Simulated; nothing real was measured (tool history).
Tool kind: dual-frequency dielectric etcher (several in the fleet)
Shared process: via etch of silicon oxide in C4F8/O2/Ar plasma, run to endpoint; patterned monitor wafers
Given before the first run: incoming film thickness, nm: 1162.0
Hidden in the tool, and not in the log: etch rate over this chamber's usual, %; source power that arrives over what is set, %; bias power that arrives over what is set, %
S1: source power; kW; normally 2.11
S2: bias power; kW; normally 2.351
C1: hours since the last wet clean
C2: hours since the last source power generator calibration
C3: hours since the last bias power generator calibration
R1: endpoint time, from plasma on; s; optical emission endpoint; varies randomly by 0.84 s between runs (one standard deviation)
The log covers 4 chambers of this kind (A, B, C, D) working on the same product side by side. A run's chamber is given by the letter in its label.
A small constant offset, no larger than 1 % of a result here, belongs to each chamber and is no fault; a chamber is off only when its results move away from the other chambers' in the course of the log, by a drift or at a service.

run   hour    S1     S2     C1      C2      C3      R1
 1D   10.6  2.11  2.351     96     884    3620  215.93
 2A   22.9  2.11  2.351  366.2  2164.8   155.7  213.48
 3C   31.7  2.11  2.351  468.9  2863.4  1530.9  213.74
 4B   42.1  2.11  2.351  241.9    3894   282.9  212.73
 5D   53.3  2.11  2.351  138.7   926.7  3662.7  214.94
      57.8  -- chamber C: wet clean of the chamber
 6B   60.4  1.69  2.534  260.2  3912.3   301.2  227.38
 7A   68.5  1.69  2.534  411.8  2210.4   201.3  226.79
 8C   80.6  1.69  2.534   22.8  2912.3  1579.8   227.8
 9B     91  1.69  2.534  290.8  3942.9   331.8  226.21
10C   97.1  2.11  2.351   39.3  2928.8  1596.3  213.71
11D  103.8  2.11  2.351  189.2   977.2  3713.2  215.22
12A  112.3  2.11  2.351  455.6  2254.2   245.1  209.22
13D  123.9  2.11  2.351  209.3   997.3  3733.3  215.77
14B    131  2.11  2.351  330.8  3982.9   371.8  213.16
15A  139.9  2.36  2.351  483.2  2281.8   272.7  200.15
16C  150.2  2.36  2.351   92.4  2981.9  1649.4  204.96
17D  157.2  2.36  2.351  242.6  1030.6  3766.6  206.03
18C  168.5  2.36  2.351  110.7  3000.2  1667.7  205.21
19A  175.9  2.11  2.351  519.2  2317.8   308.7  210.26
20B    184  2.11  2.351  383.8  4035.9   424.8  213.12
21A  189.8  2.11  2.351  533.1  2331.7   322.6  208.17
22D  198.6  2.11  2.351    284    1072    3808  214.17
23C  207.3  2.11  2.351  149.5    3039  1706.5  213.22
24B  217.9  2.11  2.351  417.7  4069.8   458.7  213.42
25B  229.8  2.11  2.351  429.6  4081.7   470.6  214.21

What goes on in this fleet: one chamber off, a drifting gauge, or nothing beyond the chambers' own small offsets? Name the chamber and the cause, if any.

Chamber A drifts away from the others.
Most likely cause: etch rate over this chamber's usual, % = 4.41.

Here are 4 candidates for chamber A's next run, each the usual settings with a change, their results left as question marks. Which one brings its results back in line with what the others give on the usual settings?
In line means no further than this from the other chambers' mean on the usual settings: R1 2.9 s
26A-1  239.1  2.04  2.351               ?
26A-2  239.1  2.11  2.457               ?
26A-3  239.1  2.24  2.456               ?
26A-4  239.1  1.91  2.351               ?

On the usual settings, the other chambers give on average: R1 213.96 s
  run      R1
26A-1  209.28
26A-2  203.76
26A-3  198.95
26A-4   214.9
Change 26A-4 lands the chamber within the allowed miss of the other chambers.
